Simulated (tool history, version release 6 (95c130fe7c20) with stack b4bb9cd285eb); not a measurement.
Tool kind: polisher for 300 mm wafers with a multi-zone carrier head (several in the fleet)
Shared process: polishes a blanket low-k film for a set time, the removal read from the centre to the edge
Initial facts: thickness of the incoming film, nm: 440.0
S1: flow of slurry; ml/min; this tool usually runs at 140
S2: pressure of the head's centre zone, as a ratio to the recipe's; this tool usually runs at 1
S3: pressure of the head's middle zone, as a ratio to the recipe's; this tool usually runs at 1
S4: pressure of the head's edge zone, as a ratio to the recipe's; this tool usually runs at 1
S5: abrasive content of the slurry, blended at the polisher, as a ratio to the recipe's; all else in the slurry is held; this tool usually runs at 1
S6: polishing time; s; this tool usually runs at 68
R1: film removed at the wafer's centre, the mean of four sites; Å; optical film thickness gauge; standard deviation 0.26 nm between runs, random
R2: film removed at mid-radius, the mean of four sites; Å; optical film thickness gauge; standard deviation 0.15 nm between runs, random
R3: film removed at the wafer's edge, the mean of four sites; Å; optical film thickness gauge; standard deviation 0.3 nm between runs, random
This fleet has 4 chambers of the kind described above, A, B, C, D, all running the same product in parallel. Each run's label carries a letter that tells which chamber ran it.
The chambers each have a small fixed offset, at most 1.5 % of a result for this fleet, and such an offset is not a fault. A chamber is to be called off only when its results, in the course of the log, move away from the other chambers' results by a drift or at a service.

Run 1D, day 0.167: usual settings. Result: R1 232.75 Å, R2 234.48 Å, R3 237.66 Å.
Run 2B, day 0.433: usual settings. Result: R1 234.69 Å, R2 237.6 Å, R3 234.68 Å.
At day 0.458: chamber A: centre zone pressure recalibrated.
At day 0.521: chamber A: worn pad replaced by a new one.
Run 3C, day 0.6: usual settings. Result: R1 237.38 Å, R2 233.08 Å, R3 239.11 Å.
Run 4A, day 0.829: usual settings. Result: R1 233.29 Å, R2 232.45 Å, R3 238.07 Å.
Run 5D, day 0.958: usual settings but S1 165 ml/min, S3 1.06. Result: R1 242.07 Å, R2 252.2 Å, R3 237.88 Å.
At day 0.983: chamber B: worn pad replaced by a new one.
Run 6C, day 1.246: usual settings but S1 165 ml/min, S3 1.06. Result: R1 252.51 Å, R2 256.77 Å, R3 234.93 Å.
Run 7B, day 1.533: usual settings but S1 165 ml/min, S3 1.06. Result: R1 244.03 Å, R2 256.23 Å, R3 238.2 Å.
Run 8A, day 1.742: usual settings but S1 165 ml/min, S3 1.06. Result: R1 244.93 Å, R2 252.45 Å, R3 246.13 Å.
Run 9A, day 1.908: usual settings but S1 95 ml/min. Result: R1 210.08 Å, R2 211.06 Å, R3 221.62 Å.
Run 10D, day 2.179: usual settings but S1 95 ml/min. Result: R1 208.72 Å, R2 214.83 Å, R3 222.13 Å.
Run 11B, day 2.433: usual settings but S1 95 ml/min. Result: R1 215.56 Å, R2 215.05 Å, R3 221.66 Å.
Run 12C, day 2.608: usual settings but S1 95 ml/min. Result: R1 211.69 Å, R2 213.36 Å, R3 221.09 Å.
At day 2.779: chamber C: worn pad replaced by a new one.
Run 13A, day 2.854: usual settings but S2 1.07, S6 77 s. Result: R1 286.58 Å, R2 263.41 Å, R3 261.04 Å.
Run 14C, day 3.05: usual settings but S2 1.07, S6 77 s. Result: R1 288.69 Å, R2 264.12 Å, R3 265.29 Å.
Run 15B, day 3.208: usual settings but S2 1.07, S6 77 s. Result: R1 289.44 Å, R2 268.03 Å, R3 262.88 Å.
Run 16D, day 3.404: usual settings but S2 1.07, S6 77 s. Result: R1 277.55 Å, R2 263.32 Å, R3 269.47 Å.
Run 17D, day 3.538: usual settings. Result: R1 233.24 Å, R2 234.23 Å, R3 240.29 Å.
Run 18B, day 3.812: usual settings. Result: R1 239.88 Å, R2 235.88 Å, R3 237.11 Å.
Run 19C, day 4.025: usual settings. Result: R1 238.95 Å, R2 235.21 Å, R3 233.94 Å.
Run 20A, day 4.154: usual settings. Result: R1 239.59 Å, R2 232.51 Å, R3 236.6 Å.
Run 21D, day 4.329: usual settings but S1 170 ml/min, S6 76 s. Result: R1 269.6 Å, R2 270.58 Å, R3 267.91 Å.
At day 4.367: chamber D: worn pad replaced by a new one.
Run 22C, day 4.546: usual settings but S1 170 ml/min, S6 76 s. Result: R1 276.69 Å, R2 273.94 Å, R3 269.38 Å.
Run 23A, day 4.675: usual settings but S1 170 ml/min, S6 76 s. Result: R1 272.49 Å, R2 268.63 Å, R3 268.54 Å.
At day 4.842: chamber A: worn pad replaced by a new one.
Run 24B, day 4.871: usual settings but S1 170 ml/min, S6 76 s. Result: R1 280.9 Å, R2 271.78 Å, R3 267.9 Å.
Run 25B, day 5.117: usual settings. Result: R1 234.69 Å, R2 235.38 Å, R3 232.35 Å.
Run 26D, day 5.279: usual settings but S1 125 ml/min, S3 1.07. Result: R1 227.74 Å, R2 242.42 Å, R3 234.24 Å.
Run 27C, day 5.467: usual settings but S1 125 ml/min, S3 1.07. Result: R1 234.45 Å, R2 245.88 Å, R3 230.53 Å.
Run 28A, day 5.658: usual settings but S1 125 ml/min, S3 1.07. Result: R1 227.95 Å, R2 245.15 Å, R3 229.42 Å.
Run 29D, day 5.908: usual settings but S1 125 ml/min, S3 1.07. Result: R1 228.78 Å, R2 242.52 Å, R3 231.61 Å.
Run 30B, day 6.038: usual settings. Result: R1 236.54 Å, R2 232.63 Å, R3 234.97 Å.
Run 31C, day 6.167: usual settings but S2 1.06. Result: R1 257.06 Å, R2 232.39 Å, R3 234.21 Å.
At day 6.238: chamber D: centre zone pressure recalibrated.
At day 6.429: chamber B: worn pad replaced by a new one.
Run 32A, day 6.433: usual settings but S2 1.06. Result: R1 252.59 Å, R2 231.95 Å, R3 239.59 Å.
Run 33B, day 6.667: usual settings but S2 1.06. Result: R1 249.45 Å, R2 233.49 Å, R3 240.01 Å.
Run 34C, day 6.942: usual settings but S2 1.06. Result: R1 255.26 Å, R2 235.27 Å, R3 233.98 Å.
Run 35A, day 7.133: usual settings but S3 0.96. Result: R1 239.6 Å, R2 223.82 Å, R3 231.06 Å.
Run 36D, day 7.392: usual settings but S3 0.96. Result: R1 232.84 Å, R2 224.08 Å, R3 241.64 Å.
Run 37A, day 7.675: usual settings but S3 0.96. Result: R1 234.18 Å, R2 224.42 Å, R3 239.59 Å.
Run 38D, day 7.929: usual settings but S3 0.96. Result: R1 231.31 Å, R2 222.6 Å, R3 234.98 Å.
At day 8.025: chamber D: slurry nozzle cleaned.
Run 39C, day 8.092: usual settings. Result: R1 239.56 Å, R2 235.76 Å, R3 235.76 Å.
Run 40B, day 8.379: usual settings. Result: R1 240.98 Å, R2 233.27 Å, R3 236.22 Å.
Run 41D, day 8.662: usual settings. Result: R1 229.85 Å, R2 234.5 Å, R3 238.22 Å.
Run 42C, day 8.862: usual settings. Result: R1 234.64 Å, R2 232.86 Å, R3 238.36 Å.

All 4 chambers run these settings next. Forecast each chamber's results:
Run 43A, day 9.075: usual settings. Result: R1 ?, R2 ?, R3 ?.
Run 43B, day 9.075: usual settings. Result: R1 ?, R2 ?, R3 ?.
Run 43C, day 9.075: usual settings. Result: R1 ?, R2 ?, R3 ?.
Run 43D, day 9.075: usual settings. Result: R1 ?, R2 ?, R3 ?.

run      R1      R2      R3
43A   241.2  232.18  235.02
43B   236.3  234.68  233.03
43C  234.82  234.61  237.91
43D  231.59  231.34   240.8
